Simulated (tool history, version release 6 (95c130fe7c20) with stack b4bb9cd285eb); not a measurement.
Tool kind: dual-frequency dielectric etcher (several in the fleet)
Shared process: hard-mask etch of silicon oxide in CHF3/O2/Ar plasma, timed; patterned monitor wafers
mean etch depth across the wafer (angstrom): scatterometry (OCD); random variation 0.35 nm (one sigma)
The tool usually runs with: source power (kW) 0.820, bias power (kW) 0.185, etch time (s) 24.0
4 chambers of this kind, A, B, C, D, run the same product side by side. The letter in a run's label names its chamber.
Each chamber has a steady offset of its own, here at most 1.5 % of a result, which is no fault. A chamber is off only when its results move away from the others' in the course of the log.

run   hour  source power (kW)  bias power (kW)  etch time (s)  hours since the last wet clean  hours since the last source power generator calibration  hours since the last bias power generator calibration  read-back reference wafer on the same gauge, depth_nm  mean etch depth across the wafer (angstrom)
 1B    7.5              0.820            0.185           24.0                           416.2                                                   2078.6                                                  624.4                                                 63.713                                       543.65
 2C   15.6              0.820            0.185           24.0                           291.5                                                   2493.9                                                   22.7                                                 63.715                                       537.15
 3D   22.7              0.820            0.185           24.0                           269.2                                                   2479.7                                                 2347.0                                                 63.683                                       542.98
 4A   31.9              0.820            0.185           24.0                           519.7                                                   1382.8                                                 3928.1                                                 63.621                                       543.54
 5B   39.4              0.820            0.185           24.0                           448.1                                                   2110.5                                                  656.3                                                 63.781                                       542.52
 6C   48.4              0.670            0.185           27.5                           324.3                                                   2526.7                                                   55.5                                                 63.652                                       569.83
 7D   55.1              0.670            0.185           27.5                           301.6                                                   2512.1                                                 2379.4                                                 63.736                                       573.30
 8A   64.2              0.670            0.185           27.5                           552.0                                                   1415.1                                                 3960.4                                                 63.562                                       583.79
 9A   69.9              0.670            0.185           27.5                           557.7                                                   1420.8                                                 3966.1                                                 63.821                                       577.52
10B   80.4              0.910            0.212           24.0                           489.1                                                   2151.5                                                  697.3                                                 63.700                                       585.54
11D   90.2              0.910            0.212           24.0                           336.7                                                   2547.2                                                 2414.5                                                 63.707                                       579.71
12C   94.9              0.910            0.212           24.0                           370.8                                                   2573.2                                                  102.0                                                 63.778                                       582.23
      98.4  -- chamber B: wet clean of the chamber
13C   99.9              0.910            0.212           24.0                           375.8                                                   2578.2                                                  107.0                                                 63.756                                       590.92
     104.6  -- chamber A: wet clean of the chamber
14D  107.6              0.820            0.185           24.0                           354.1                                                   2564.6                                                 2431.9                                                 63.814                                       537.33
15B  118.3              0.820            0.185           24.0                            19.9                                                   2189.4                                                  735.2                                                 63.645                                       539.89
16A  127.6              0.820            0.185           24.0                            23.1                                                   1478.5                                                 4023.8                                                 63.701                                       539.96
17D  134.6              0.820            0.185           24.0                           381.1                                                   2591.6                                                 2458.9                                                 63.585                                       540.21
18B  139.7              0.820            0.185           24.0                            41.3                                                   2210.8                                                  756.6                                                 63.798                                       535.63
19C  146.2              0.820            0.185           24.0                           422.1                                                   2624.5                                                  153.3                                                 63.658                                       539.53
20A  153.3              0.820            0.185           24.0                            48.8                                                   1504.2                                                 4049.5                                                 63.765                                       550.07
21B  161.5              0.820            0.185           24.0                            63.1                                                   2232.6                                                  778.4                                                 63.766                                       535.53
22A  169.8              0.820            0.185           24.0                            65.3                                                   1520.7                                                 4066.0                                                 63.843                                       546.88
23C  178.3              0.820            0.185           24.0                           454.2                                                   2656.6                                                  185.4                                                 63.630                                       539.48
24D  183.4              0.820            0.185           24.0                           429.9                                                   2640.4                                                 2507.7                                                 63.808                                       537.00
25B  190.8              0.820            0.225           26.5                            92.4                                                   2261.9                                                  807.7                                                 63.768                                       627.64
26D  200.9              0.820            0.225           26.5                           447.4                                                   2657.9                                                 2525.2                                                 63.727                                       639.39
27C  209.6              0.820            0.225           26.5                           485.5                                                   2687.9                                                  216.7                                                 63.773                                       634.66
28A  215.7              0.820            0.225           26.5                           111.2                                                   1566.6                                                 4111.9                                                 63.736                                       646.58
29A  223.2              0.820            0.185           24.0                           118.7                                                   1574.1                                                 4119.4                                                 63.791                                       551.51
30D  232.3              0.820            0.185           24.0                           478.8                                                   2689.3                                                 2556.6                                                 63.718                                       537.10
31B  239.2              0.820            0.185           24.0                           140.8                                                   2310.3                                                  856.1                                                 63.745                                       542.08
32C  248.9              0.820            0.185           24.0                           524.8                                                   2727.2                                                  256.0                                                 63.681                                       538.47
33D  257.4              0.820            0.185           24.0                           503.9                                                   2714.4                                                 2581.7                                                 63.825                                       536.67

One chamber off, gauge drift, or nothing amiss beyond the chambers' own small offsets? If it is a chamber, which one, and what is the likeliest cause?

The fleet is healthy, with each chamber sitting at its usual small offset and no drift in the gauge.
